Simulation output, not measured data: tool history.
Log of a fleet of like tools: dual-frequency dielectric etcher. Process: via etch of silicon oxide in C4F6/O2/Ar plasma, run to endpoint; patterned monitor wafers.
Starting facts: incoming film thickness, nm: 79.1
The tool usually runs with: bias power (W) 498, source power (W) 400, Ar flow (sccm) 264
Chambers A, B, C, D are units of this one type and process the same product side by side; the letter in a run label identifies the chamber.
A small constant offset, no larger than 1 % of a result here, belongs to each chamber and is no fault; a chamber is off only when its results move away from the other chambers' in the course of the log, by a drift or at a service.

run    day  bias power (W)  source power (W)  Ar flow (sccm)  hours since the last wet clean  hours since the last bias power generator calibration  hours since the last source power generator calibration  hours since the last Ar flow controller change  endpoint time (s)
 1B  0.154             498               400             264                           165.3                                                 1259.7                                                    856.7                                           312.9             17.125
 2A  0.329             498               400             264                           340.9                                                 2636.0                                                   1003.4                                          2491.0             17.213
 3D  0.408             498               400             264                           252.3                                                 2148.2                                                    856.5                                          4356.2             17.307
 4C  0.550             498               400             264                           313.8                                                 1666.6                                                   1115.0                                          2347.9             17.303
 5C  0.692             498               400             264                           317.2                                                 1670.0                                                   1118.4                                          2351.3             17.276
 6B  0.779             615               400             264                           180.3                                                 1274.7                                                    871.7                                           327.9             15.864
 7A  0.896             615               400             264                           354.5                                                 2649.6                                                   1017.0                                          2504.6             15.975
 8D  1.075             615               400             264                           268.3                                                 2164.2                                                    872.5                                          4372.2             16.034
 9D  1.208             615               400             264                           271.5                                                 2167.4                                                    875.7                                          4375.4             16.088
10C  1.308             498               400             264                           332.0                                                 1684.8                                                   1133.2                                          2366.1             17.304
11A  1.408             498               400             264                           366.8                                                 2661.9                                                   1029.3                                          2516.9             17.295
12B  1.500             498               400             264                           197.6                                                 1292.0                                                    889.0                                           345.2             17.238
13C  1.596             498               400             264                           338.9                                                 1691.7                                                   1140.1                                          2373.0             17.254
14B  1.733             498               400             264                           203.2                                                 1297.6                                                    894.6                                           350.8             17.127
15A  1.825             498               400             264                           376.8                                                 2671.9                                                   1039.3                                          2526.9             17.546
16D  1.975             498               400             264                           289.9                                                 2185.8                                                    894.1                                          4393.8             17.194
17A  2.062             498               400             264                           382.5                                                 2677.6                                                   1045.0                                          2532.6             17.528
18B  2.162             498               400             264                           213.5                                                 1307.9                                                    904.9                                           361.1             17.186
19C  2.275             498               350             238                           355.2                                                 1708.0                                                   1156.4                                          2389.3             17.945
20D  2.354             498               350             238                           299.0                                                 2194.9                                                    903.2                                          4402.9             17.902
21C  2.471             498               350             238                           359.9                                                 1712.7                                                   1161.1                                          2394.0             17.988
22D  2.633             498               350             238                           305.7                                                 2201.6                                                    909.9                                          4409.6             18.037
23B  2.750             498               400             319                           227.6                                                 1322.0                                                    919.0                                           375.2             17.487
24A  2.883             498               400             319                           402.2                                                 2697.3                                                   1064.7                                          2552.3             18.077
25C  3.033             498               400             319                           373.4                                                 1726.2                                                   1174.6                                          2407.5             17.671
26B  3.162             498               400             319                           237.5                                                 1331.9                                                    928.9                                           385.1             17.538
27A  3.325             498               400             264                           412.8                                                 2707.9                                                   1075.3                                          2562.9             17.689
28D  3.446             599               400             264                           325.2                                                 2221.1                                                    929.4                                          4429.1             16.127
29A  3.621             599               400             264                           419.9                                                 2715.0                                                   1082.4                                          2570.0             16.607
30D  3.754             599               400             264                           332.6                                                 2228.5                                                    936.8                                          4436.5             16.101
31C  3.842             599               400             264                           392.8                                                 1745.6                                                   1194.0                                          2426.9             16.167
32B  3.942             498               400             264                           256.2                                                 1350.6                                                    947.6                                           403.8             17.089
33D  4.088             498               400             264                           340.6                                                 2236.5                                                    944.8                                          4444.5             17.375
34A  4.200             498               400             264                           433.8                                                 2728.9                                                   1096.3                                          2583.9             18.005

One chamber off, gauge drift, or nothing amiss beyond the chambers' own small offsets? If it is a chamber, which one, and what is the likeliest cause?

Chamber A drifts away from the others.
What lies behind it: etch rate under this chamber's usual, % = 4.59.

Below are 4 candidate recipes for chamber A's next run, each the usual settings with a change, their results shown as question marks. Which of them brings A's results back in line with what the other chambers give on the usual settings?
To be in line, a result may differ from the other chambers' mean on the usual settings by at most: endpoint time (s) 0.230
35A-1  4.329             498               400             223                                                                                                                                                                                                                  ?
35A-2  4.329             442               400             264                                                                                                                                                                                                                  ?
35A-3  4.329             498               400             305                                                                                                                                                                                                                  ?
35A-4  4.329             524               420             260                                                                                                                                                                                                                  ?

The other chambers' mean on the usual settings: endpoint time (s) 17.268
  run  endpoint time (s)
35A-1             17.653
35A-2             18.782
35A-3             18.269
35A-4             17.301
With 35A-4, the chamber falls back in line with the rest.
